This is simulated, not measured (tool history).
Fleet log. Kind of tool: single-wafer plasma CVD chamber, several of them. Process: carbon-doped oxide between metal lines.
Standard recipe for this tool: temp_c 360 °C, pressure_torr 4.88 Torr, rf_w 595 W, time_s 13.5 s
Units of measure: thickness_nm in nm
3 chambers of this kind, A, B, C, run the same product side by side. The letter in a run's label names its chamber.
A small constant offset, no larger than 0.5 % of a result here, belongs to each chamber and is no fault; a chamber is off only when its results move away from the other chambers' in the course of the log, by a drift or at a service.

run   hour  temp_c  pressure_torr  rf_w  time_s  hours since the last thermocouple change  hours since the last RF generator calibration  hours since the last manometer calibration  read-back reference wafer on the same gauge, thickness_nm  thickness_nm
 1B    6.0     360           4.88   595    13.5                                     610.4                                         1255.7                                      1870.3                                                     67.974        75.342
 2C   13.6     360           4.88   595    13.5                                     476.9                                         1002.3                                       486.8                                                     67.963        75.529
 3A   20.9     360           4.88   595    13.5                                    1171.7                                          528.1                                        67.4                                                     67.967        75.546
 4A   29.5     360           4.88   595    13.5                                    1180.3                                          536.7                                        76.0                                                     67.954        75.735
 5C   35.2     360           4.88   595    13.5                                     498.5                                         1023.9                                       508.4                                                     67.934        75.578
 6B   39.7     360           4.88   595    13.5                                     644.1                                         1289.4                                      1904.0                                                     67.945        75.174
 7B   45.9     360           4.88   595    13.5                                     650.3                                         1295.6                                      1910.2                                                     67.935        75.303
 8A   53.1     360           4.88   595    13.5                                    1203.9                                          560.3                                        99.6                                                     67.929        75.527
 9C   61.2     360           4.88   595    13.5                                     524.5                                         1049.9                                       534.4                                                     67.889        75.630
10C   68.5     360           4.88   595    13.5                                     531.8                                         1057.2                                       541.7                                                     67.859        75.460
11B   75.3     360           4.88   595    13.5                                     679.7                                         1325.0                                      1939.6                                                     67.875        75.108
12A   83.2     360           4.88   595    13.5                                    1234.0                                          590.4                                       129.7                                                     67.824        75.317
13C   93.2     360           4.88   595    13.5                                     556.5                                         1081.9                                       566.4                                                     67.827        75.449
14A   98.4     360           4.88   595    13.5                                    1249.2                                          605.6                                       144.9                                                     67.827        75.167
15B  103.9     360           4.88   595    13.5                                     708.3                                         1353.6                                      1968.2                                                     67.823        75.117
16C  113.3     360           4.88   595    13.5                                     576.6                                         1102.0                                       586.5                                                     67.806        75.652
17A  120.6     360           4.88   510    15.5                                    1271.4                                          627.8                                       167.1                                                     67.769        78.399
     123.6  -- chamber B: capacitance manometer re-zeroed and calibrated
18B  128.1     360           4.88   510    15.5                                     732.5                                         1377.8                                         4.6                                                     67.775        78.317
19B  134.7     360           4.88   510    15.5                                     739.1                                         1384.4                                        11.2                                                     67.773        78.479
20A  144.2     350           4.88   660    13.5                                    1295.0                                          651.4                                       190.7                                                     67.731        82.689
21C  151.1     350           4.88   660    13.5                                     614.4                                         1139.8                                       624.3                                                     67.723        82.592
22C  156.4     350           4.88   660    13.5                                     619.7                                         1145.1                                       629.6                                                     67.698        82.662
23A  162.2     360           4.88   595    13.5                                    1313.0                                          669.4                                       208.7                                                     67.704        75.379
24B  169.4     360           4.88   595    13.5                                     773.8                                         1419.1                                        45.9                                                     67.686        75.261
25A  175.1     360           4.88   485    13.5                                    1325.9                                          682.3                                       221.6                                                     67.685        66.018
26C  184.8     360           4.88   485    13.5                                     648.1                                         1173.5                                       658.0                                                     67.671        66.126
27B  194.6     360           4.88   485    13.5                                     799.0                                         1444.3                                        71.1                                                     67.663        66.398
28A  203.0     360           4.88   595    13.5                                    1353.8                                          710.2                                       249.5                                                     67.635        75.189
29C  212.0     360           4.88   595    13.5                                     675.3                                         1200.7                                       685.2                                                     67.637        75.334
30B  217.4     360           4.88   595    13.5                                     821.8                                         1467.1                                        93.9                                                     67.589        75.004

Is one chamber out of step, is the gauge drifting, or do the chambers differ by no more than their own small offsets? For an off chamber, give its letter and the likeliest cause.

The shared gauge is drifting. All chambers look as if they move in step, but none is off.
Cause: gauge reads low (%) = 0.592.
